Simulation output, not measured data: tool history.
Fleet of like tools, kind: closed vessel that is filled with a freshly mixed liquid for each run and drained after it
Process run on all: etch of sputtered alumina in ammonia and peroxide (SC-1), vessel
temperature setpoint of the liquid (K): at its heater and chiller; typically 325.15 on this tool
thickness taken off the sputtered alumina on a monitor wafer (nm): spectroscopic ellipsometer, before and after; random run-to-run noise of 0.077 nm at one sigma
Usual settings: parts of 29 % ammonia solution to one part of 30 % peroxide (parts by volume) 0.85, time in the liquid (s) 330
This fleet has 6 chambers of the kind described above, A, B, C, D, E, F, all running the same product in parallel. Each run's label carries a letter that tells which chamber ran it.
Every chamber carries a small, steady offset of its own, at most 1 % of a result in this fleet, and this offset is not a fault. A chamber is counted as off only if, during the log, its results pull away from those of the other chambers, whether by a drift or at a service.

run,hour,temperature setpoint of the liquid (K),parts of 29 % ammonia solution to one part of 30 % peroxide (parts by volume),time in the liquid (s),"read-back film thickness of the sputtered alumina reference wafer, read on the same gauge (nm)",thickness taken off the sputtered alumina on a monitor wafer (nm)
1D,5.6,325.15,0.85,330,80.01,13.491
2C,12.9,325.15,0.85,330,80.001,13.329
3E,21.8,325.15,0.85,330,80.003,13.271
4A,26.9,325.15,0.85,330,79.993,13.238
5B,31.2,325.15,0.85,330,79.992,13.461
6F,37.7,325.15,0.85,330,80,13.342
7D,45.7,325.15,0.85,330,80.002,13.51
8C,52.8,325.15,0.85,330,79.996,13.297
9F,59.4,325.15,0.85,330,80.001,13.216
10E,64.3,325.15,0.85,330,80.014,13.284
11A,69.4,325.15,0.85,330,80.017,13.379
12B,75.2,325.15,0.85,330,80.002,13.417
13C,82.1,328.15,1.05,330,79.986,15.88
14D,89.8,328.15,1.05,330,79.999,16.145
15E,96.6,328.15,1.05,330,80.006,15.862
16A,106.2,328.15,1.05,330,80.001,16.021
17B,113.8,328.15,1.05,330,80.014,16.017
18F,118.6,328.15,1.05,330,80.012,15.523
19D,127.3,325.15,0.85,330,79.991,13.368
20E,132.1,325.15,0.85,330,80.006,13.366
21C,142.1,325.15,0.85,330,80.001,13.328
22A,150.4,325.15,0.85,330,80.01,13.577
23B,158.7,325.15,0.85,330,80.008,13.289
# hour 160.8: chamber F: new drum of ammonia solution connected
# hour 163.5: chamber B: new drum of ammonia solution connected
24F,165.6,325.15,0.85,330,80.005,12.92
25F,174.4,325.15,0.85,330,80.019,12.956
26E,180.1,325.15,0.85,330,79.993,13.161
# hour 182.3: chamber F: ammonia flow meter replaced
27D,186.1,316.15,0.85,330,80.004,7.9281
28C,192.9,316.15,0.85,330,79.991,8.1648
29B,202.1,316.15,0.85,330,79.994,8.0329
30A,209.7,316.15,0.85,330,80.007,8.0659
31C,219.7,316.15,0.85,330,80.009,8.1274
32F,227.5,316.15,0.85,330,80.008,7.68
33A,237,325.15,0.85,330,80.027,13.276
34D,246.8,325.15,0.85,330,79.987,13.292
# hour 250.4: chamber E: new drum of ammonia solution connected
35E,251.3,325.15,0.85,330,79.993,13.223
36B,261.3,325.15,0.85,330,80.008,13.405

What goes on in this fleet: one chamber off, a drifting gauge, or nothing beyond the chambers' own small offsets? Name the chamber and the cause, if any.

One chamber, F, drifts off from the rest bit by bit.
Cause: liquid colder than its thermometer reads (K) = 1.14.

Which of the 4 candidates below, each the usual settings with something changed and its results left as question marks, puts chamber F back in line with what the other chambers give on the usual settings?
Allowed miss from the other chambers' usual-settings mean, per result, to count as in line: thickness taken off the sputtered alumina on a monitor wafer (nm) 0.27
37F-1,268.6,325.65,0.85,345,,?
37F-2,268.6,325.15,0.6,330,,?
37F-3,268.6,325.15,1.1,330,,?
37F-4,268.6,325.15,0.85,310,,?

The other chambers' mean on the usual settings: thickness taken off the sputtered alumina on a monitor wafer (nm) 13.356
run,thickness taken off the sputtered alumina on a monitor wafer (nm)
37F-1,13.403
37F-2,12.078
37F-3,12.791
37F-4,11.726
Change 37F-1 lands the chamber within the allowed miss of the other chambers.
